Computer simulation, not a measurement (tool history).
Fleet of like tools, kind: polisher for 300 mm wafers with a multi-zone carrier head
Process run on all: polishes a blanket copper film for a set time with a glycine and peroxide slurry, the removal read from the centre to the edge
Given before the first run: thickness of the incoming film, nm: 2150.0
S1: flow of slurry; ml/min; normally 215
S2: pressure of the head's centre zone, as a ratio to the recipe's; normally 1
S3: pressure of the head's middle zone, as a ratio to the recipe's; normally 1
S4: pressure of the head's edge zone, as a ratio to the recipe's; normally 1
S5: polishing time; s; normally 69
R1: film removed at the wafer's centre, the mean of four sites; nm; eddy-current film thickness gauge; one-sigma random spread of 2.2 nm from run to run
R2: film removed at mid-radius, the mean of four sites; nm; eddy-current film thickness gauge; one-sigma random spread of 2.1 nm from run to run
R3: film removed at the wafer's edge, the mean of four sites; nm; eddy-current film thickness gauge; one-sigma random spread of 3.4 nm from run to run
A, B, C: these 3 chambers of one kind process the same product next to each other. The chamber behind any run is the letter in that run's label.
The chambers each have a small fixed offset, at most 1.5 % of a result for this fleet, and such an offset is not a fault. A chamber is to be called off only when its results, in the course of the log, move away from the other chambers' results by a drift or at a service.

| run | hour | S1 | S2 | S3 | S4 | S5 | R1 | R2 | R3 |
|---|---|---|---|---|---|---|---|---|---|
| 1A | 5.1 | 215 | 1 | 1 | 1 | 69 | 261.95 | 257.07 | 256.85 |
|  | 6.3 | chamber C: worn pad replaced by a new one |
|  | 9.1 | chamber C: edge zone pressure recalibrated |
| 2C | 9.3 | 215 | 1 | 1 | 1 | 69 | 256.62 | 256.26 | 261.07 |
| 3B | 15.4 | 215 | 1 | 1 | 1 | 69 | 256.25 | 259.64 | 258.62 |
| 4C | 23 | 215 | 1 | 1 | 1 | 69 | 251.69 | 253.15 | 254.14 |
| 5A | 29.4 | 215 | 1 | 1 | 1 | 69 | 256.3 | 257.89 | 261.82 |
| 6B | 36.1 | 215 | 1 | 1 | 1 | 69 | 256.81 | 258.73 | 259.58 |
| 7B | 43.1 | 215 | 1 | 1 | 1 | 69 | 251.72 | 256.1 | 260.03 |
|  | 44.9 | chamber A: worn pad replaced by a new one |
| 8A | 49.7 | 215 | 1 | 1 | 1 | 69 | 258.58 | 259.89 | 255.9 |
| 9C | 53.2 | 215 | 1 | 1 | 1 | 69 | 255.16 | 260.89 | 258.91 |
| 10A | 57.8 | 215 | 1 | 1 | 1 | 69 | 260.69 | 259.05 | 259.39 |
| 11B | 62.9 | 255 | 1 | 1 | 1 | 69 | 257.45 | 256.64 | 263.04 |
| 12C | 70.4 | 255 | 1 | 1 | 1 | 69 | 259.27 | 261.4 | 267.78 |
| 13B | 76 | 255 | 1 | 1 | 1 | 69 | 246.35 | 251.2 | 253.84 |
| 14C | 82.8 | 215 | 1 | 1 | 1 | 69 | 257.44 | 254.22 | 260.06 |
| 15A | 87.6 | 215 | 1 | 1 | 1 | 69 | 258.68 | 257.94 | 260.54 |
|  | 93 | chamber C: worn pad replaced by a new one |
| 16A | 93.5 | 215 | 1 | 1 | 1 | 69 | 256.04 | 259.34 | 259.76 |
| 17C | 98.2 | 215 | 1 | 1 | 1 | 69 | 256.57 | 257.84 | 260.08 |
| 18B | 102.8 | 215 | 1 | 1 | 1 | 69 | 236.73 | 238.12 | 237.88 |
| 19C | 108.1 | 215 | 1 | 1 | 1 | 69 | 255.71 | 253.86 | 261.05 |
| 20B | 115.2 | 215 | 1 | 1 | 1 | 69 | 231.42 | 233.12 | 233.73 |

Next, every chamber runs the same settings. What will each give?
| 21A | 120.7 | 215 | 1 | 1 | 1.12 | 69 | ? | ? | ? |
| 21B | 120.7 | 215 | 1 | 1 | 1.12 | 69 | ? | ? | ? |
| 21C | 120.7 | 215 | 1 | 1 | 1.12 | 69 | ? | ? | ? |

| run | R1 | R2 | R3 |
|---|---|---|---|
| 21A | 257.05 | 260.23 | 271.37 |
| 21B | 228.24 | 231.34 | 247.88 |
| 21C | 253.34 | 257.14 | 278.37 |
